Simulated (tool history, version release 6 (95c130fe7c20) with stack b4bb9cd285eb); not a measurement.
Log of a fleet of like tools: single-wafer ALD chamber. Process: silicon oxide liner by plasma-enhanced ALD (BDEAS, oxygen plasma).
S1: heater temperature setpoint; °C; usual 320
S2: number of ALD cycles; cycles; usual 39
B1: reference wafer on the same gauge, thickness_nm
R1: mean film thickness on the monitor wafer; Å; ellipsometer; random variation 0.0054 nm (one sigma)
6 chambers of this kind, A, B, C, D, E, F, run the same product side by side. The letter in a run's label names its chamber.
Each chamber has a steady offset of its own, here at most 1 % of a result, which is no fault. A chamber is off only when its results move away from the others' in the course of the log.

{"run": "1C", "hour": 15.3, "S1": 320, "S2": 39, "B1": 3.1213, "R1": 35.135}
{"run": "2F", "hour": 29.1, "S1": 320, "S2": 39, "B1": 3.122, "R1": 35.456}
{"run": "3B", "hour": 36.7, "S1": 320, "S2": 39, "B1": 3.1214, "R1": 35.306}
{"run": "4E", "hour": 50.0, "S1": 320, "S2": 39, "B1": 3.1217, "R1": 35.683}
{"run": "5D", "hour": 61.1, "S1": 320, "S2": 39, "B1": 3.1226, "R1": 35.314}
{"run": "6A", "hour": 75.0, "S1": 320, "S2": 39, "B1": 3.1236, "R1": 35.298}
{"run": "7A", "hour": 89.0, "S1": 320, "S2": 39, "B1": 3.1243, "R1": 35.37}
{"run": "8B", "hour": 96.7, "S1": 312, "S2": 39, "B1": 3.1243, "R1": 35.726}
{"run": "9F", "hour": 109.7, "S1": 312, "S2": 39, "B1": 3.1242, "R1": 35.867}
{"run": "10D", "hour": 124.9, "S1": 312, "S2": 39, "B1": 3.1264, "R1": 35.736}
{"run": "11E", "hour": 137.6, "S1": 312, "S2": 39, "B1": 3.1263, "R1": 36.064}
{"run": "12C", "hour": 151.6, "S1": 312, "S2": 39, "B1": 3.1263, "R1": 35.615}
{"run": "13D", "hour": 165.1, "S1": 312, "S2": 39, "B1": 3.1264, "R1": 35.878}
{"run": "14F", "hour": 176.2, "S1": 320, "S2": 39, "B1": 3.1265, "R1": 35.42}
{"run": "15A", "hour": 186.1, "S1": 315, "S2": 39, "B1": 3.1285, "R1": 35.616}
{"run": "16E", "hour": 198.3, "S1": 315, "S2": 39, "B1": 3.1282, "R1": 35.953}
{"hour": 201.5, "done": "chamber E: thermocouple changed; heater temperature recalibrated"}
{"run": "17C", "hour": 210.0, "S1": 315, "S2": 39, "B1": 3.1301, "R1": 35.46}
{"run": "18B", "hour": 219.7, "S1": 315, "S2": 39, "B1": 3.1298, "R1": 35.7}
{"run": "19A", "hour": 234.5, "S1": 315, "S2": 39, "B1": 3.1297, "R1": 35.699}
{"run": "20B", "hour": 245.2, "S1": 315, "S2": 39, "B1": 3.1313, "R1": 35.745}
{"run": "21D", "hour": 256.5, "S1": 320, "S2": 39, "B1": 3.1321, "R1": 35.405}
{"run": "22E", "hour": 264.0, "S1": 320, "S2": 39, "B1": 3.1315, "R1": 35.715}
{"run": "23C", "hour": 276.5, "S1": 309, "S2": 43, "B1": 3.1315, "R1": 39.58}
{"run": "24F", "hour": 288.7, "S1": 309, "S2": 43, "B1": 3.1326, "R1": 39.912}
{"run": "25A", "hour": 297.4, "S1": 309, "S2": 43, "B1": 3.1338, "R1": 39.738}
{"run": "26D", "hour": 311.1, "S1": 309, "S2": 43, "B1": 3.1336, "R1": 39.756}
{"run": "27B", "hour": 318.9, "S1": 309, "S2": 43, "B1": 3.1334, "R1": 39.644}
{"run": "28C", "hour": 332.0, "S1": 309, "S2": 43, "B1": 3.134, "R1": 39.55}
{"run": "29F", "hour": 344.7, "S1": 320, "S2": 39, "B1": 3.1343, "R1": 35.615}
{"run": "30E", "hour": 356.0, "S1": 320, "S2": 39, "B1": 3.1363, "R1": 35.771}
{"run": "31C", "hour": 365.0, "S1": 320, "S2": 39, "B1": 3.1357, "R1": 35.368}
{"run": "32A", "hour": 372.2, "S1": 320, "S2": 39, "B1": 3.1359, "R1": 35.477}
{"run": "33B", "hour": 387.8, "S1": 320, "S2": 36, "B1": 3.1371, "R1": 32.807}
{"run": "34E", "hour": 398.2, "S1": 320, "S2": 36, "B1": 3.1369, "R1": 33.079}
{"run": "35D", "hour": 413.2, "S1": 320, "S2": 36, "B1": 3.1377, "R1": 32.721}
{"run": "36F", "hour": 428.9, "S1": 320, "S2": 36, "B1": 3.1383, "R1": 32.864}
{"run": "37C", "hour": 437.8, "S1": 320, "S2": 36, "B1": 3.1392, "R1": 32.602}

All 6 chambers run these settings next. Forecast each chamber's results:
{"run": "38A", "hour": 449.2, "S1": 320, "S2": 39, "R1": "?"}
{"run": "38B", "hour": 449.2, "S1": 320, "S2": 39, "R1": "?"}
{"run": "38C", "hour": 449.2, "S1": 320, "S2": 39, "R1": "?"}
{"run": "38D", "hour": 449.2, "S1": 320, "S2": 39, "R1": "?"}
{"run": "38E", "hour": 449.2, "S1": 320, "S2": 39, "R1": "?"}
{"run": "38F", "hour": 449.2, "S1": 320, "S2": 39, "R1": "?"}

run=38A R1=35.48
run=38B R1=35.447
run=38C R1=35.373
run=38D R1=35.524
run=38E R1=35.895
run=38F R1=35.642

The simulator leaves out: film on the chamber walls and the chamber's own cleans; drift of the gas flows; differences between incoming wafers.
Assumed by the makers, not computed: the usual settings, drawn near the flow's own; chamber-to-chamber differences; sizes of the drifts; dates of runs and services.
